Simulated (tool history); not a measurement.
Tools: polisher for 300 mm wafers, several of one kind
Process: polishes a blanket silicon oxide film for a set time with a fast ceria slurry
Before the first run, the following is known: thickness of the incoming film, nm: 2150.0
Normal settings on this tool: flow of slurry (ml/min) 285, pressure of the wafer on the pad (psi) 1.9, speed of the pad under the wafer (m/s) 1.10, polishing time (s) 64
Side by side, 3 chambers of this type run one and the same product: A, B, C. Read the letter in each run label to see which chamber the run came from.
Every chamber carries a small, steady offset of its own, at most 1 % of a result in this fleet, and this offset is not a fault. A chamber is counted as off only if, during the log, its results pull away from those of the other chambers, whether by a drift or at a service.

run,hour,flow of slurry (ml/min),pressure of the wafer on the pad (psi),speed of the pad under the wafer (m/s),polishing time (s),film removed (nm)
# hour 1.0: chamber B: slurry nozzle cleaned
1A,4.7,285,1.9,1.10,64,693.76
2C,9.3,285,1.9,1.10,64,685.38
3B,13.9,285,1.9,1.10,64,687.93
4A,17.0,285,1.9,1.10,64,681.27
5C,20.3,285,1.9,1.10,64,674.65
6B,22.9,285,1.9,1.10,64,661.43
7A,26.6,285,1.9,1.10,64,707.69
8B,29.7,285,1.9,1.10,64,682.20
9C,34.2,285,1.9,1.10,64,682.19
10B,38.9,285,1.9,1.10,64,692.22
11C,43.6,285,1.9,1.10,64,683.04
12A,46.8,285,1.9,1.10,64,693.45
13B,49.0,285,1.9,1.10,64,696.81
# hour 50.2: chamber B: worn pad replaced by a new one
14A,51.5,285,1.9,1.10,64,667.27
15C,54.1,285,1.2,1.10,64,426.72
16C,56.6,285,1.2,1.10,64,429.51
17A,58.8,285,1.2,1.10,64,442.50
18B,63.4,285,1.9,1.10,64,704.25
19A,67.8,285,1.9,1.10,64,678.42
20B,72.0,285,1.9,1.10,64,708.01
# hour 73.3: chamber A: worn pad replaced by a new one
21C,76.1,285,1.9,1.10,64,685.99
22C,78.8,285,1.9,1.10,64,685.30
23A,82.4,380,1.6,1.10,64,599.28
24B,85.4,380,1.6,1.10,64,610.95
25C,89.0,380,1.6,1.10,64,583.90
26B,93.8,285,1.9,1.10,64,731.26
27A,96.8,285,2.3,1.10,64,839.16
28C,100.9,285,2.3,1.10,64,827.66
29B,103.0,285,2.3,1.10,64,853.47
30A,105.5,285,1.2,1.10,64,433.65
31C,109.0,285,1.2,1.10,64,428.16
32A,112.9,285,1.2,1.10,64,432.86
33B,116.8,285,1.9,1.10,64,735.21
34B,118.9,285,1.9,1.10,64,718.56
35C,121.4,285,1.3,1.10,64,463.82
36A,125.6,285,1.3,1.10,64,486.13
37B,128.3,285,1.3,1.10,64,495.35
38C,132.8,285,1.9,1.10,64,683.00
39A,136.3,285,2.5,1.10,64,918.16
40C,141.0,285,2.5,1.10,64,880.12
41A,144.9,285,2.5,1.10,64,908.51
42B,147.5,285,1.9,1.26,83,1084.30
43A,150.1,285,1.9,1.26,83,1029.10
44B,154.4,285,1.9,1.26,83,1062.10

What goes on in this fleet: one chamber off, a drifting gauge, or nothing beyond the chambers' own small offsets? Name the chamber and the cause, if any.

Little by little, chamber B moves away from the other chambers.
Most likely cause: head's pressure above its setpoint, % = 8.07.

Which of the 4 candidates below, each the usual settings with something changed and its results left as question marks, puts chamber B back in line with what the other chambers give on the usual settings?
In-line tolerance around the mean of the other chambers on the usual settings: film removed (nm) 32.00
45B-1,157.8,285,1.9,1.18,69,?
45B-2,157.8,285,1.8,1.04,61,?
45B-3,157.8,285,1.9,1.14,66,?
45B-4,157.8,285,1.8,1.10,64,?

On the usual settings, the other chambers give on average: film removed (nm) 685.52
run,film removed (nm)
45B-1,847.89
45B-2,625.55
45B-3,783.54
45B-4,694.18
It is 45B-4 that realigns the chamber with its peers.
